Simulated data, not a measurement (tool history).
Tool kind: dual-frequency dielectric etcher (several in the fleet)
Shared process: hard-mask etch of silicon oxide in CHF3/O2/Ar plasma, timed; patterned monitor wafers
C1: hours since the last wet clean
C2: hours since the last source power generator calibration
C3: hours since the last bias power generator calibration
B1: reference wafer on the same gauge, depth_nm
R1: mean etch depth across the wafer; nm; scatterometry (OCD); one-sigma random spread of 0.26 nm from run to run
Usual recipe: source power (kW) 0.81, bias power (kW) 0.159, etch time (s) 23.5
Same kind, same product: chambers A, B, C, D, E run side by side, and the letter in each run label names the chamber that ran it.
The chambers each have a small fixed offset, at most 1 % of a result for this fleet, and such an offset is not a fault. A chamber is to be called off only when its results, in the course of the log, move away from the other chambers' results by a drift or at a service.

Run 1D, hour 3.1: usual settings; C1 267.4; C2 4094.7; C3 458.6; B1 51.722. Result: R1 49.945 nm.
Run 2E, hour 6.7: usual settings; C1 619.5; C2 2317.5; C3 716.7; B1 51.712. Result: R1 50.182 nm.
Run 3A, hour 9.2: usual settings; C1 27.1; C2 1902.8; C3 3509.8; B1 51.68. Result: R1 50.313 nm.
Run 4B, hour 11.8: usual settings; C1 169.4; C2 31.6; C3 1034.6; B1 51.714. Result: R1 50.266 nm.
Run 5C, hour 14.5: usual settings; C1 250.4; C2 2063.2; C3 3199.2; B1 51.709. Result: R1 49.823 nm.
Run 6A, hour 19.3: usual settings; C1 37.2; C2 1912.9; C3 3519.9; B1 51.664. Result: R1 50.035 nm.
Run 7E, hour 22.8: usual settings; C1 635.6; C2 2333.6; C3 732.8; B1 51.749. Result: R1 50.951 nm.
Run 8C, hour 25.6: usual settings; C1 261.5; C2 2074.3; C3 3210.3; B1 51.716. Result: R1 50.176 nm.
Run 9D, hour 29.9: usual settings; C1 294.2; C2 4121.5; C3 485.4; B1 51.615. Result: R1 50.31 nm.
Run 10B, hour 34.4: usual settings; C1 192; C2 54.2; C3 1057.2; B1 51.761. Result: R1 50.383 nm.
At hour 36.1: chamber C: source power generator calibrated.
Run 11B, hour 37.5: usual settings; C1 195.1; C2 57.3; C3 1060.3; B1 51.663. Result: R1 49.879 nm.
Run 12A, hour 43.2: usual settings; C1 61.1; C2 1936.8; C3 3543.8; B1 51.689. Result: R1 49.675 nm.
Run 13C, hour 48.6: usual settings; C1 284.5; C2 12.5; C3 3233.3; B1 51.672. Result: R1 50.238 nm.
Run 14D, hour 51.6: usual settings but bias power (kW) 0.145; C1 315.9; C2 4143.2; C3 507.1; B1 51.689. Result: R1 48.971 nm.
Run 15E, hour 54.9: usual settings but bias power (kW) 0.145; C1 667.7; C2 2365.7; C3 764.9; B1 51.694. Result: R1 49.421 nm.
Run 16B, hour 60.4: usual settings but bias power (kW) 0.145; C1 218; C2 80.2; C3 1083.2; B1 51.737. Result: R1 48.684 nm.
Run 17E, hour 65.6: usual settings but bias power (kW) 0.145; C1 678.4; C2 2376.4; C3 775.6; B1 51.738. Result: R1 48.91 nm.
Run 18C, hour 70.5: usual settings but bias power (kW) 0.145; C1 306.4; C2 34.4; C3 3255.2; B1 51.705. Result: R1 48.659 nm.
At hour 74.8: chamber E: wet clean of the chamber.
Run 19A, hour 75.3: usual settings; C1 93.2; C2 1968.9; C3 3575.9; B1 51.661. Result: R1 50.313 nm.
Run 20D, hour 78.8: usual settings; C1 343.1; C2 4170.4; C3 534.3; B1 51.687. Result: R1 50.193 nm.
Run 21B, hour 83.7: usual settings; C1 241.3; C2 103.5; C3 1106.5; B1 51.584. Result: R1 50.269 nm.
Run 22A, hour 88.9: usual settings; C1 106.8; C2 1982.5; C3 3589.5; B1 51.634. Result: R1 49.764 nm.
At hour 92.1: chamber A: bias power generator calibrated.
Run 23D, hour 92.8: usual settings; C1 357.1; C2 4184.4; C3 548.3; B1 51.747. Result: R1 49.795 nm.
Run 24E, hour 97.6: usual settings; C1 22.9; C2 2408.4; C3 807.6; B1 51.733. Result: R1 50.586 nm.
Run 25C, hour 100.7: usual settings; C1 336.6; C2 64.6; C3 3285.4; B1 51.776. Result: R1 49.578 nm.
Run 26B, hour 103.8: usual settings; C1 261.4; C2 123.6; C3 1126.6; B1 51.741. Result: R1 49.97 nm.
Run 27E, hour 109.3: usual settings; C1 34.6; C2 2420.1; C3 819.3; B1 51.673. Result: R1 50.398 nm.
Run 28C, hour 111.9: usual settings but etch time (s) 27.5; C1 347.8; C2 75.8; C3 3296.6; B1 51.717. Result: R1 58.712 nm.
Run 29A, hour 117: usual settings but etch time (s) 27.5; C1 134.9; C2 2010.6; C3 25; B1 51.674. Result: R1 59.002 nm.
Run 30D, hour 120.6: usual settings but etch time (s) 27.5; C1 384.9; C2 4212.2; C3 576.1; B1 51.793. Result: R1 58.504 nm.
Run 31A, hour 126.3: usual settings but etch time (s) 27.5; C1 144.2; C2 2019.9; C3 34.3; B1 51.739. Result: R1 58.948 nm.
Run 32E, hour 131.1: usual settings but etch time (s) 27.5; C1 56.4; C2 2441.9; C3 841.1; B1 51.67. Result: R1 59.244 nm.
At hour 133.3: chamber D: wet clean of the chamber.
Run 33C, hour 134.9: usual settings; C1 370.8; C2 98.8; C3 3319.6; B1 51.614. Result: R1 49.825 nm.
Run 34D, hour 140.6: usual settings; C1 7.4; C2 4232.2; C3 596.1; B1 51.727. Result: R1 49.934 nm.
Run 35B, hour 143.8: usual settings; C1 301.4; C2 163.6; C3 1166.6; B1 51.685. Result: R1 50.44 nm.

Decide between three cases: one chamber stands off from its peers, the gauge reading all wafers drifts, or nothing is wrong past each chamber's small offset. Where a chamber is off, say which and what most likely put it there.

The fleet is healthy, with each chamber sitting at its usual small offset and no drift in the gauge.

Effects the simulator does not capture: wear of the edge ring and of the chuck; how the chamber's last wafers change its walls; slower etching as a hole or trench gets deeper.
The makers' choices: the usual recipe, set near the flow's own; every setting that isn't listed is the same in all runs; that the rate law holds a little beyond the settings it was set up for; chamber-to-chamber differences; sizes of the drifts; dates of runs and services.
